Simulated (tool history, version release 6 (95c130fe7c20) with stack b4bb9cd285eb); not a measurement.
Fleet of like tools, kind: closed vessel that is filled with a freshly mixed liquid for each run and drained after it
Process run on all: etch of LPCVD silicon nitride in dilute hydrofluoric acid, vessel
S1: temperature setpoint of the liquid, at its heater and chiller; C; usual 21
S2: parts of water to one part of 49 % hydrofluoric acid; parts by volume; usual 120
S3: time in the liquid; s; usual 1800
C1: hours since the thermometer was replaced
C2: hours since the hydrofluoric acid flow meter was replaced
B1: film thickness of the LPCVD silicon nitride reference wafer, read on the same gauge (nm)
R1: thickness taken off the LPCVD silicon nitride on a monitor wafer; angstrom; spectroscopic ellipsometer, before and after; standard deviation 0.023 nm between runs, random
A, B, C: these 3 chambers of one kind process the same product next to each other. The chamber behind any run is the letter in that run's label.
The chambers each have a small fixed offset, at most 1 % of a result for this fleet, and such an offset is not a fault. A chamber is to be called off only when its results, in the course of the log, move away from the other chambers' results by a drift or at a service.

run 1A hour=3.7 | S1=21 S2=120 S3=1800 | C1=1169.4 C2=380.3 | B1=30.003 | R1=61.636
run 2B hour=10.4 | S1=21 S2=120 S3=1800 | C1=1752.8 C2=158.4 | B1=30.002 | R1=61.732
run 3C hour=15.6 | S1=21 S2=120 S3=1800 | C1=228.4 C2=735.4 | B1=29.996 | R1=61.434
run 4A hour=19.3 | S1=21 S2=120 S3=1800 | C1=1185 C2=395.9 | B1=30.012 | R1=61.146
run 5B hour=23.2 | S1=21 S2=120 S3=1800 | C1=1765.6 C2=171.2 | B1=30.012 | R1=61.636
run 6C hour=26.5 | S1=21 S2=120 S3=1800 | C1=239.3 C2=746.3 | B1=29.984 | R1=61.647
run 7B hour=32.7 | S1=17.5 S2=120 S3=2435 | C1=1775.1 C2=180.7 | B1=29.997 | R1=65.61
run 8A hour=39.8 | S1=17.5 S2=120 S3=2435 | C1=1205.5 C2=416.4 | B1=29.979 | R1=65.652
run 9C hour=44 | S1=17.5 S2=120 S3=2435 | C1=256.8 C2=763.8 | B1=30.008 | R1=65.877
run 10B hour=49.2 | S1=21 S2=95 S3=1140 | C1=1791.6 C2=197.2 | B1=30 | R1=49.534
run 11C hour=54.5 | S1=21 S2=95 S3=1140 | C1=267.3 C2=774.3 | B1=30 | R1=48.735
run 12A hour=58.3 | S1=21 S2=95 S3=1140 | C1=1224 C2=434.9 | B1=29.995 | R1=48.713
run 13A hour=63.8 | S1=21 S2=120 S3=1800 | C1=1229.5 C2=440.4 | B1=29.991 | R1=60.642
run 14C hour=68.8 | S1=21 S2=120 S3=1800 | C1=281.6 C2=788.6 | B1=30.014 | R1=61.561
run 15B hour=75.3 | S1=21 S2=120 S3=1800 | C1=1817.7 C2=223.3 | B1=30.001 | R1=62.011
run 16B hour=81.9 | S1=21 S2=120 S3=1800 | C1=1824.3 C2=229.9 | B1=30.007 | R1=61.898
run 17A hour=86.7 | S1=21 S2=120 S3=1295 | C1=1252.4 C2=463.3 | B1=30 | R1=44.034
run 18C hour=90.6 | S1=21 S2=120 S3=1295 | C1=303.4 C2=810.4 | B1=30 | R1=44.166
run 19C hour=97 | S1=21 S2=120 S3=1295 | C1=309.8 C2=816.8 | B1=30.021 | R1=44.162
run 20B hour=100.2 | S1=21 S2=120 S3=1800 | C1=1842.6 C2=248.2 | B1=30.007 | R1=62.369
run 21A hour=103.5 | S1=21 S2=120 S3=1800 | C1=1269.2 C2=480.1 | B1=29.985 | R1=61.511
run 22B hour=108 | S1=21 S2=120 S3=1800 | C1=1850.4 C2=256 | B1=29.993 | R1=62.568
run 23C hour=115.1 | S1=21 S2=120 S3=1800 | C1=327.9 C2=834.9 | B1=29.999 | R1=61.345
run 24A hour=120.6 | S1=23.5 S2=120 S3=1800 | C1=1286.3 C2=497.2 | B1=30.008 | R1=72.1
run 25B hour=124.3 | S1=23.5 S2=120 S3=1800 | C1=1866.7 C2=272.3 | B1=29.992 | R1=74.633
run 26A hour=130.8 | S1=23.5 S2=120 S3=1800 | C1=1296.5 C2=507.4 | B1=30.015 | R1=72.357
run 27C hour=135.4 | S1=21 S2=120 S3=1800 | C1=348.2 C2=855.2 | B1=30.006 | R1=61.231
run 28C hour=141.9 | S1=21 S2=120 S3=1800 | C1=354.7 C2=861.7 | B1=30.022 | R1=61.499
run 29B hour=147.2 | S1=21 S2=90 S3=1800 | C1=1889.6 C2=295.2 | B1=29.995 | R1=83.722
run 30A hour=151 | S1=21 S2=90 S3=1800 | C1=1316.7 C2=527.6 | B1=30.01 | R1=81.386
run 31A hour=157.1 | S1=21 S2=90 S3=1800 | C1=1322.8 C2=533.7 | B1=29.985 | R1=80.831
run 32B hour=163.5 | S1=21 S2=120 S3=1800 | C1=1905.9 C2=311.5 | B1=30.005 | R1=63.253
run 33C hour=167.6 | S1=21 S2=120 S3=1800 | C1=380.4 C2=887.4 | B1=30.003 | R1=61.177
run 34A hour=174.1 | S1=17 S2=120 S3=1800 | C1=1339.8 C2=550.7 | B1=30.002 | R1=46.677
run 35B hour=177.9 | S1=17 S2=120 S3=1800 | C1=1920.3 C2=325.9 | B1=29.997 | R1=48.321

Decide between three cases: one chamber stands off from its peers, the gauge reading all wafers drifts, or nothing is wrong past each chamber's small offset. Where a chamber is off, say which and what most likely put it there.

It is chamber B that slowly wanders off from its peers.
Cause: hydrofluoric acid flow above the setpoint (%) = 3.3.
From this log alone, it may not be told apart from: liquid hotter than its thermometer reads (K).

Below are 4 candidate recipes for chamber B's next run, each the usual settings with a change, their results shown as question marks. Which of them brings B's results back in line with what the other chambers give on the usual settings?
In line here means within this much of the mean the other chambers give on the usual settings: R1 0.82 angstrom
run 36B-1 hour=183 | S1=21 S2=125 S3=1800 | R1=?
run 36B-2 hour=183 | S1=21 S2=120 S3=1785 | R1=?
run 36B-3 hour=183 | S1=21 S2=120 S3=1820 | R1=?
run 36B-4 hour=183 | S1=21.5 S2=120 S3=1800 | R1=?

On the usual settings, the other chambers give on average: R1 61.343 angstrom
run=36B-1 R1=60.989
run=36B-2 R1=62.976
run=36B-3 R1=64.211
run=36B-4 R1=65.668
With 36B-1, the chamber falls back in line with the rest.
